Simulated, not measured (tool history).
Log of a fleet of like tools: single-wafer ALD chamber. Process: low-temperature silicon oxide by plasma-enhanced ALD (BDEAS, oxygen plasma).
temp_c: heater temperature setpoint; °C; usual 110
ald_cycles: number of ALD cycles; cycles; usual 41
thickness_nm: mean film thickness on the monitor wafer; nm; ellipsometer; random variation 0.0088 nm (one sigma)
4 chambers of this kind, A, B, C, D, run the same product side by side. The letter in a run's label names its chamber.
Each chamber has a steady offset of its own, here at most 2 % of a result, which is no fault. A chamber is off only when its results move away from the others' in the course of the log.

run	hour	temp_c	ald_cycles	hours since the last thermocouple change	read-back reference wafer on the same gauge, thickness_nm	thickness_nm
1B	9.8	110	41	2370.5	4.8013	5.6733
2C	15.7	110	41	1789.3	4.7998	5.7776
3A	21.7	110	41	888.5	4.8026	5.7352
4D	31.6	110	41	1199.8	4.8033	5.7625
5B	38.5	110	41	2399.2	4.8060	5.6711
6A	47.8	110	41	914.6	4.8083	5.7606
7C	54.4	110	41	1828.0	4.8060	5.7912
8D	59.6	110	41	1227.8	4.8086	5.7504
9C	68.2	115	34	1841.8	4.8101	4.7593
10B	78.0	115	34	2438.7	4.8118	4.6644
11A	83.6	115	34	950.4	4.8102	4.7235
12D	92.6	115	34	1260.8	4.8146	4.7489
13B	102.3	110	41	2463.0	4.8150	5.6893
14A	111.2	110	41	978.0	4.8175	5.7641
15C	116.3	110	41	1889.9	4.8164	5.7959
16D	121.8	100	49	1290.0	4.8199	7.0388
17B	131.9	100	49	2492.6	4.8184	6.9427
18A	136.8	100	49	1003.6	4.8213	7.0408
19C	144.2	100	49	1917.8	4.8203	7.0505
20D	150.0	110	41	1318.2	4.8233	5.7967
21D	156.4	110	41	1324.6	4.8233	5.7811
22B	161.9	110	41	2522.6	4.8243	5.7030
23A	171.5	110	41	1038.3	4.8256	5.7907
24C	181.0	100	41	1954.6	4.8277	5.9037
25C	187.2	100	41	1960.8	4.8276	5.9135
26B	192.1	100	41	2552.8	4.8276	5.8164
27A	199.4	100	41	1066.2	4.8292	5.8845

Next, every chamber runs the same settings. What will each give?
28A	206.7	110	48			?
28B	206.7	110	48			?
28C	206.7	110	48			?
28D	206.7	110	48			?

run	thickness_nm
28A	6.7583
28B	6.6920
28C	6.8134
28D	6.8068
